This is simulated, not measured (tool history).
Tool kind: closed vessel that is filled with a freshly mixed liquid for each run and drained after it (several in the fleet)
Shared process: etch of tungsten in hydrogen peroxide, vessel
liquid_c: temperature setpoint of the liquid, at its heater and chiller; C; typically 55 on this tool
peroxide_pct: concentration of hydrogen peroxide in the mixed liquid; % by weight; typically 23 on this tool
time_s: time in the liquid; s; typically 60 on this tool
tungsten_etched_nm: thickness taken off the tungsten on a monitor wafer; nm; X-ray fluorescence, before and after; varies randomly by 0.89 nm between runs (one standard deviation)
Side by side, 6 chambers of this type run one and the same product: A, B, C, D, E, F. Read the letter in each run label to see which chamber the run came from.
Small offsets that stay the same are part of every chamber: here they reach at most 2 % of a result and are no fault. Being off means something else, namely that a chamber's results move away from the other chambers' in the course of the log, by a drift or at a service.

| run | day | liquid_c | peroxide_pct | time_s | read-back film thickness of the tungsten reference wafer, read on the same gauge (nm) | tungsten_etched_nm |
|---|---|---|---|---|---|---|
| 1D | 0.233 | 55 | 23 | 60 | 110.04 | 193.24 |
| 2B | 0.442 | 55 | 23 | 60 | 110.02 | 193.08 |
| 3A | 0.692 | 55 | 23 | 60 | 110.01 | 193.12 |
| 4C | 0.988 | 55 | 23 | 60 | 110.05 | 194.98 |
| 5F | 1.292 | 55 | 23 | 60 | 110.00 | 193.28 |
| 6E | 1.521 | 55 | 23 | 60 | 109.96 | 196.46 |
| 7E | 1.700 | 55 | 23 | 60 | 110.06 | 197.01 |
| 8A | 1.946 | 55 | 23 | 60 | 110.00 | 192.41 |
| 9B | 2.204 | 55 | 23 | 60 | 109.99 | 193.96 |
| 10D | 2.471 | 55 | 23 | 60 | 110.00 | 191.57 |
| 11F | 2.679 | 55 | 23 | 60 | 110.01 | 191.31 |
|  | 2.775 | chamber C: thermometer replaced |
| 12C | 2.938 | 55 | 23 | 60 | 110.00 | 193.86 |
| 13F | 3.133 | 55 | 23 | 60 | 109.97 | 192.87 |
| 14C | 3.317 | 55 | 23 | 60 | 109.96 | 195.81 |
| 15B | 3.646 | 55 | 23 | 60 | 109.98 | 191.59 |
| 16A | 3.825 | 55 | 23 | 95 | 110.01 | 307.70 |
| 17D | 4.146 | 55 | 23 | 95 | 109.98 | 302.98 |
| 18E | 4.308 | 55 | 23 | 95 | 109.95 | 312.01 |
| 19D | 4.571 | 55 | 23 | 95 | 110.04 | 305.14 |
| 20F | 4.762 | 55 | 23 | 95 | 110.02 | 301.88 |
| 21B | 4.950 | 55 | 23 | 95 | 110.01 | 307.71 |
| 22C | 5.179 | 55 | 23 | 60 | 110.03 | 193.77 |
| 23A | 5.517 | 55 | 23 | 60 | 110.03 | 192.47 |
| 24E | 5.671 | 55 | 23 | 60 | 110.00 | 196.83 |
| 25E | 5.846 | 55 | 23 | 60 | 109.93 | 196.42 |
| 26A | 6.112 | 55 | 23 | 60 | 110.03 | 195.46 |
| 27F | 6.346 | 55 | 23 | 60 | 109.97 | 188.92 |
| 28B | 6.546 | 55 | 23 | 60 | 110.01 | 194.12 |
| 29D | 6.717 | 55 | 23 | 60 | 109.98 | 192.12 |
| 30C | 6.988 | 55 | 23 | 60 | 110.01 | 194.11 |
| 31C | 7.279 | 55 | 23 | 60 | 109.98 | 193.04 |
| 32E | 7.608 | 55 | 23 | 60 | 109.99 | 196.63 |
| 33A | 7.846 | 55 | 23 | 75 | 109.95 | 242.97 |
| 34D | 8.088 | 55 | 23 | 75 | 109.98 | 242.03 |
|  | 8.096 | chamber E: peroxide flow meter replaced |
| 35F | 8.408 | 55 | 23 | 75 | 109.99 | 231.10 |
| 36B | 8.646 | 55 | 23 | 75 | 110.01 | 241.33 |
| 37E | 8.867 | 55 | 23 | 75 | 110.02 | 244.98 |
|  | 9.004 | chamber F: new drum of peroxide connected |
| 38C | 9.083 | 55 | 23 | 75 | 110.03 | 240.64 |
| 39B | 9.271 | 55 | 23 | 60 | 110.00 | 192.44 |
| 40F | 9.462 | 55 | 23 | 60 | 109.97 | 183.38 |
| 41D | 9.700 | 55 | 23 | 60 | 109.99 | 191.81 |
| 42A | 9.912 | 55 | 23 | 60 | 109.96 | 191.20 |
| 43F | 10.179 | 55 | 23 | 60 | 109.95 | 181.80 |

Is one chamber off against the others, does the gauge drift, or is nothing wrong? If a chamber is off, say which, and what the likeliest cause is.

Chamber F drifts away from the others.
Likeliest cause: peroxide flow below the setpoint (%) = 11.
It could be hard to tell apart here from: liquid colder than its thermometer reads (K).

Which of the 4 candidates below, each the usual settings with something changed and its results left as question marks, puts chamber F back in line with what the other chambers give on the usual settings?
Allowed miss from the other chambers' usual-settings mean, per result, to count as in line: tungsten_etched_nm 3.10 nm
| 44F-1 | 10.425 | 55 | 24 | 60 |  | ? |
| 44F-2 | 10.425 | 55 | 22 | 60 |  | ? |
| 44F-3 | 10.425 | 56 | 23 | 60 |  | ? |
| 44F-4 | 10.425 | 54 | 23 | 60 |  | ? |

What the other chambers average on the usual settings: tungsten_etched_nm 193.69 nm
| run | tungsten_etched_nm |
|---|---|
| 44F-1 | 185.51 |
| 44F-2 | 177.62 |
| 44F-3 | 192.55 |
| 44F-4 | 171.23 |
With 44F-3, the chamber falls back in line with the rest.

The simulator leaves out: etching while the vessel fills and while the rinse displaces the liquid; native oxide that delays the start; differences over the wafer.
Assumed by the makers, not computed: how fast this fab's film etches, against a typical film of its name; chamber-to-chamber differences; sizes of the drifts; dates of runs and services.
